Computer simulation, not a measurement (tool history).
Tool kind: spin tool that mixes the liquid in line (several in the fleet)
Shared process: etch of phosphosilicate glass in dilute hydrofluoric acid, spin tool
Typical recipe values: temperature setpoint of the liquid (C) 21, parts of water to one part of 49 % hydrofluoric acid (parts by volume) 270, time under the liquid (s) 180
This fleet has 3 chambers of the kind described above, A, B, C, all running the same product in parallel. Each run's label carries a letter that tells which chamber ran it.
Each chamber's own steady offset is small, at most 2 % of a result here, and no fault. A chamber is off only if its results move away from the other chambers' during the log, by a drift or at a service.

run   hour  temperature setpoint of the liquid (C)  parts of water to one part of 49 % hydrofluoric acid (parts by volume)  time under the liquid (s)  read-back film thickness of the phosphosilicate glass reference wafer, read on the same gauge (nm)  thickness taken off the phosphosilicate glass on a monitor wafer (Å)
 1C    2.9                                      21                                                                     270                        180                                                                                              90.031                                                                353.04
 2A    7.5                                      21                                                                     270                        180                                                                                              89.971                                                                 349.1
 3B   10.7                                      21                                                                     270                        180                                                                                              89.992                                                                356.42
 4B   15.3                                      21                                                                     270                        180                                                                                              90.005                                                                 353.9
 5C   19.4                                      21                                                                     270                        180                                                                                              90.018                                                                348.14
 6A   23.8                                      21                                                                     270                        180                                                                                              89.953                                                                357.83
 7C   27.5                                      21                                                                     270                        180                                                                                              89.991                                                                346.99
 8A   30.8                                      21                                                                     270                        180                                                                                              89.988                                                                350.93
 9B   35.7                                      21                                                                     270                        180                                                                                              90.012                                                                356.45
10A   40.6                                      21                                                                     270                        180                                                                                              89.993                                                                354.98
11C   44.5                                    19.5                                                                     270                        240                                                                                              90.018                                                                 428.1
12B   48.5                                    19.5                                                                     270                        240                                                                                              90.006                                                                453.35
13A   50.8                                    19.5                                                                     270                        240                                                                                              89.985                                                                440.55
14B   53.6                                      21                                                                     270                        180                                                                                              89.989                                                                350.83
15C   58.4                                      21                                                                     270                        180                                                                                              90.029                                                                337.46
16B   62.3                                      21                                                                     270                        180                                                                                              89.991                                                                350.03
17C   66.2                                    18.5                                                                     270                        180                                                                                              90.052                                                                310.03
18A   68.5                                    18.5                                                                     270                        180                                                                                              89.945                                                                318.25
19B     73                                    18.5                                                                     270                        180                                                                                              89.991                                                                323.71
20C   76.2                                      21                                                                     270                        180                                                                                              90.012                                                                330.31
21A   80.7                                      21                                                                     270                        180                                                                                              90.006                                                                352.66
22B   83.6                                      21                                                                     270                        180                                                                                              90.005                                                                353.38
23C   87.9                                      21                                                                     270                        180                                                                                              90.006                                                                328.71
24A   90.4                                      21                                                                     270                        180                                                                                              89.994                                                                350.75
25C   92.7                                      21                                                                     270                        180                                                                                               89.99                                                                331.04
26B   96.4                                      18                                                                     270                        240                                                                                              89.984                                                                424.12
27A  100.7                                      18                                                                     270                        240                                                                                              89.993                                                                422.46
28A  104.3                                      18                                                                     270                        240                                                                                              90.006                                                                419.31
29B  109.2                                      21                                                                     270                        180                                                                                              89.984                                                                356.17
30C  112.2                                      21                                                                     270                        180                                                                                              89.987                                                                322.72
31A  116.4                                      21                                                                     270                        180                                                                                              89.993                                                                351.69
32B  119.5                                      21                                                                     270                        180                                                                                              89.998                                                                350.57
33C  121.8                                    17.5                                                                     270                        275                                                                                              89.997                                                                432.14
34C  126.2                                    17.5                                                                     270                        275                                                                                              89.946                                                                421.66
35A  129.2                                    17.5                                                                     270                        275                                                                                              89.997                                                                471.14
36B  133.7                                      21                                                                     270                        180                                                                                              89.992                                                                350.52
37A  136.8                                      21                                                                     270                        180                                                                                              89.997                                                                351.31
38C  141.1                                      21                                                                     400                        180                                                                                              90.016                                                                189.62

What goes on in this fleet: one chamber off, a drifting gauge, or nothing beyond the chambers' own small offsets? Name the chamber and the cause, if any.

It is chamber C that slowly wanders off from its peers.
Most likely cause: hydrofluoric acid flow below the setpoint (%) = 8.04.
It could be hard to tell apart here from: liquid colder than its thermometer reads (K).

Here are 4 candidates for chamber C's next run, each the usual settings with a change, their results left as question marks. Which one brings its results back in line with what the others give on the usual settings?
A result is in line if it is within this distance of the other chambers' mean on the usual settings: thickness taken off the phosphosilicate glass on a monitor wafer (Å) 12
39C-1  144.6                                      20                                                                     270                        180                                                                                                                                                                         ?
39C-2  144.6                                      21                                                                     270                        190                                                                                                                                                                         ?
39C-3  144.6                                      21                                                                     285                        170                                                                                                                                                                         ?
39C-4  144.6                                    21.5                                                                     270                        200                                                                                                                                                                         ?

What the other chambers average on the usual settings: thickness taken off the phosphosilicate glass on a monitor wafer (Å) 351.82
  run  thickness taken off the phosphosilicate glass on a monitor wafer (Å)
39C-1                                                                303.32
39C-2                                                                 331.8
39C-3                                                                277.38
39C-4                                                                 355.5
With 39C-4, the chamber falls back in line with the rest.

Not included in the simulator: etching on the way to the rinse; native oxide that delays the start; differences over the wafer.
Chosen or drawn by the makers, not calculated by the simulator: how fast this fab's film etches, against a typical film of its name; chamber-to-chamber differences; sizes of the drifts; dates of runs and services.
